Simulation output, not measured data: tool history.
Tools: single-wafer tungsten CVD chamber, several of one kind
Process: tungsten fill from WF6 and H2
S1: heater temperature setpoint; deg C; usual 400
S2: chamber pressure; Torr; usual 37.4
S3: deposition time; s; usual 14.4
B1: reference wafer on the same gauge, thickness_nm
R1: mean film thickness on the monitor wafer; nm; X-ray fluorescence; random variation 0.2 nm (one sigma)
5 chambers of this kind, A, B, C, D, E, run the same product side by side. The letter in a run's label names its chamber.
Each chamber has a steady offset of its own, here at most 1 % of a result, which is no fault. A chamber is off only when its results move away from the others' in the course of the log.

run     day   S1    S2    S3      B1      R1
 1C   0.304  400  37.4  14.4  39.522  46.341
 2D   0.775  400  37.4  14.4  39.486  46.558
 3B   1.200  400  37.4  14.4  39.498  46.719
 4E   1.783  400  37.4  14.4  39.488  46.289
 5A   2.275  400  37.4  14.4  39.505  45.870
 6C   2.675  400  37.4  14.4  39.468  46.233
 7B   3.179  400  37.4  14.4  39.491  47.042
 8E   3.542  400  37.4  14.4  39.516  46.338
 9A   4.062  391  37.4  14.4  39.515  38.876
10D   4.625  391  37.4  14.4  39.509  39.393
11E   5.183  391  37.4  14.4  39.483  39.320
12A   5.633  391  37.4  14.4  39.475  39.022
13B   5.946  391  37.4  14.4  39.478  39.426
14C   6.308  400  37.4  14.4  39.490  46.244
15D   6.908  400  37.4  14.4  39.477  46.688
      7.088  -- chamber B: capacitance manometer re-zeroed and calibrated
16B   7.421  400  37.4  14.4  39.523  46.502
17E   7.788  400  37.4  14.4  39.526  46.423
18A   8.262  400  37.4  14.4  39.527  46.279
19D   8.892  400  37.4  14.4  39.485  46.691
20C   9.329  400  37.4  14.4  39.512  46.519
21E   9.746  400  37.4  14.4  39.482  46.218
22C  10.304  400  37.4  14.4  39.478  46.022
23D  10.875  400  37.4  14.4  39.523  46.611
24A  11.279  400  37.4  14.4  39.507  45.883
25B  11.808  400  37.4  14.4  39.515  46.599
26A  12.229  400  37.4  14.4  39.535  46.350
27E  12.846  400  37.4  14.4  39.471  45.797
28C  13.450  400  37.4  14.4  39.482  46.080
29D  13.988  400  45.0  12.4  39.467  43.806
30B  14.454  400  45.0  12.4  39.481  44.025
31D  14.908  400  45.0  12.4  39.503  43.664
32C  15.225  400  45.0  12.4  39.480  43.266
33A  15.746  400  45.0  12.4  39.483  43.371
34E  16.083  400  37.4  14.4  39.501  45.532
35B  16.562  400  37.4  14.4  39.510  46.447
36B  16.875  400  37.4  14.4  39.512  46.695
37D  17.329  400  37.4  14.4  39.493  46.894
38A  17.854  400  31.4  12.4  39.514  36.419
39E  18.429  400  31.4  12.4  39.508  35.616
40C  18.929  400  31.4  12.4  39.528  36.541

Is one chamber off against the others, does the gauge drift, or is nothing wrong? If a chamber is off, say which, and what the likeliest cause is.

Chamber E drifts away from the others.
Cause: true pressure below the setpoint (%) = 7.45.
The log may not tell that from: wafer temperature below the value expected at the setpoint (K).

Here are 4 candidates for chamber E's next run, each the usual settings with a change, their results left as question marks. Which one brings its results back in line with what the others give on the usual settings?
In line means no further than this from the other chambers' mean on the usual settings: R1 0.690 nm
41E-1  19.388  399  37.1  14.2       ?
41E-2  19.388  401  37.7  14.6       ?
41E-3  19.388  400  37.3  14.3       ?
41E-4  19.388  400  37.5  14.5       ?

The other chambers' mean on the usual settings: R1 46.384 nm
  run      R1
41E-1  43.168
41E-2  46.384
41E-3  44.399
41E-4  45.138
41E-2 brings the chamber back in line.

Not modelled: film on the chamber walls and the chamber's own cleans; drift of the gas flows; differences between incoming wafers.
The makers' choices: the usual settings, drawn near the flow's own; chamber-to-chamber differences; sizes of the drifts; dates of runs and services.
